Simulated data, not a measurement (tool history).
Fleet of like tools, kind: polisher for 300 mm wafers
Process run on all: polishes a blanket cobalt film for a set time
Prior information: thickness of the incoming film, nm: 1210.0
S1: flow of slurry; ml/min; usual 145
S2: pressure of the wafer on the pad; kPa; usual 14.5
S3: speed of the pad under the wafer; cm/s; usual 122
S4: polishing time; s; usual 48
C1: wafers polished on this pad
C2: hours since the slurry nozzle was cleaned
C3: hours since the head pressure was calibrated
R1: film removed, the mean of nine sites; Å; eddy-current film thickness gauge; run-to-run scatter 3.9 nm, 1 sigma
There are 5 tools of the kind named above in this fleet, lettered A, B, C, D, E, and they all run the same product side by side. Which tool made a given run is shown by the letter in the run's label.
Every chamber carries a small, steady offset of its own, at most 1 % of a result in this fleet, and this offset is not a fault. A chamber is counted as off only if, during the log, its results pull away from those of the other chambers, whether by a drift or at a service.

| run | hour | S1 | S2 | S3 | S4 | C1 | C2 | C3 | R1 |
|---|---|---|---|---|---|---|---|---|---|
| 1A | 4.4 | 145 | 14.5 | 122 | 48 | 832 | 251.1 | 499.4 | 3312.5 |
|  | 7.7 | chamber A: worn pad replaced by a new one |
| 2E | 7.7 | 145 | 14.5 | 122 | 48 | 272 | 512.6 | 1135.3 | 3377.5 |
| 3C | 12.8 | 145 | 14.5 | 122 | 48 | 819 | 73.2 | 1027.6 | 3362.0 |
| 4D | 16.9 | 145 | 14.5 | 122 | 48 | 397 | 172.2 | 239.9 | 3376.3 |
| 5B | 19.2 | 145 | 14.5 | 122 | 48 | 357 | 506.8 | 468.0 | 3312.9 |
| 6C | 22.5 | 145 | 14.5 | 122 | 48 | 958 | 82.9 | 1037.3 | 3288.3 |
| 7A | 26.0 | 145 | 14.5 | 122 | 48 | 263 | 272.7 | 521.0 | 3386.2 |
| 8D | 29.0 | 145 | 14.5 | 122 | 48 | 571 | 184.3 | 252.0 | 3286.9 |
|  | 29.3 | chamber D: worn pad replaced by a new one |
| 9E | 33.6 | 145 | 14.5 | 122 | 48 | 644 | 538.5 | 1161.2 | 3375.8 |
| 10B | 36.7 | 145 | 14.5 | 122 | 48 | 608 | 524.3 | 485.5 | 3356.3 |
| 11B | 39.9 | 145 | 14.5 | 122 | 48 | 654 | 527.5 | 488.7 | 3336.2 |
| 12D | 43.9 | 185 | 18.6 | 122 | 48 | 209 | 199.2 | 266.9 | 4402.4 |
| 13A | 46.8 | 185 | 18.6 | 122 | 48 | 561 | 293.5 | 541.8 | 4464.3 |
|  | 48.3 | chamber B: slurry nozzle cleaned |
| 14E | 49.5 | 185 | 18.6 | 122 | 48 | 872 | 554.4 | 1177.1 | 4468.1 |
|  | 52.0 | chamber E: worn pad replaced by a new one |
| 15C | 52.1 | 185 | 18.6 | 122 | 48 | 1383 | 112.5 | 1066.9 | 4451.8 |
| 16C | 54.8 | 185 | 18.6 | 122 | 48 | 1422 | 115.2 | 1069.6 | 4433.0 |
| 17B | 59.6 | 100 | 17.2 | 122 | 48 | 937 | 11.4 | 508.4 | 3641.3 |
| 18D | 62.7 | 100 | 17.2 | 122 | 48 | 479 | 218.0 | 285.7 | 3603.5 |
| 19A | 66.7 | 100 | 17.2 | 122 | 48 | 847 | 313.4 | 561.7 | 3668.5 |
| 20E | 69.3 | 100 | 17.2 | 122 | 48 | 248 | 574.2 | 1196.9 | 3635.2 |
|  | 70.1 | chamber D: worn pad replaced by a new one |
| 21B | 71.8 | 100 | 17.2 | 122 | 48 | 1112 | 23.6 | 520.6 | 3630.0 |
|  | 73.9 | chamber A: worn pad replaced by a new one |
|  | 73.9 | chamber B: worn pad replaced by a new one |
| 22C | 74.3 | 145 | 14.5 | 122 | 48 | 1702 | 134.7 | 1089.1 | 3268.9 |
| 23A | 78.8 | 145 | 14.5 | 96 | 61 | 70 | 325.5 | 573.8 | 3281.8 |
| 24D | 82.0 | 145 | 14.5 | 96 | 61 | 172 | 237.3 | 305.0 | 3321.3 |
| 25E | 87.0 | 145 | 14.5 | 96 | 61 | 502 | 591.9 | 1214.6 | 3336.9 |
| 26C | 91.9 | 145 | 14.5 | 96 | 61 | 1954 | 152.3 | 1106.7 | 3181.4 |
| 27B | 96.9 | 145 | 14.5 | 96 | 61 | 331 | 48.7 | 545.7 | 3338.8 |
| 28A | 99.3 | 145 | 14.5 | 122 | 48 | 364 | 346.0 | 594.3 | 3304.5 |
| 29D | 103.4 | 145 | 14.5 | 122 | 48 | 479 | 258.7 | 326.4 | 3252.0 |
|  | 104.4 | chamber D: worn pad replaced by a new one |
| 30E | 107.7 | 145 | 14.5 | 122 | 48 | 799 | 612.6 | 1235.3 | 3368.1 |
| 31C | 110.3 | 145 | 14.5 | 122 | 48 | 2218 | 170.7 | 1125.1 | 3136.0 |
|  | 112.1 | chamber A: slurry nozzle cleaned |
| 32D | 113.7 | 145 | 14.5 | 122 | 48 | 134 | 269.0 | 336.7 | 3238.9 |
| 33B | 118.3 | 145 | 14.5 | 122 | 48 | 638 | 70.1 | 567.1 | 3405.1 |
|  | 122.3 | chamber E: worn pad replaced by a new one |
| 34E | 123.4 | 145 | 14.5 | 122 | 48 | 15 | 628.3 | 1251.0 | 3327.7 |
| 35A | 127.1 | 145 | 14.5 | 122 | 48 | 763 | 15.0 | 622.1 | 3355.3 |
| 36E | 131.8 | 145 | 14.5 | 122 | 48 | 136 | 636.7 | 1259.4 | 3305.0 |

Next, every chamber runs the same settings. What will each give?
| 37A | 135.5 | 145 | 17.9 | 122 | 48 |  |  |  | ? |
| 37B | 135.5 | 145 | 17.9 | 122 | 48 |  |  |  | ? |
| 37C | 135.5 | 145 | 17.9 | 122 | 48 |  |  |  | ? |
| 37D | 135.5 | 145 | 17.9 | 122 | 48 |  |  |  | ? |
| 37E | 135.5 | 145 | 17.9 | 122 | 48 |  |  |  | ? |

| run | R1 |
|---|---|
| 37A | 4119.4 |
| 37B | 4068.7 |
| 37C | 3678.3 |
| 37D | 4045.4 |
| 37E | 4095.0 |
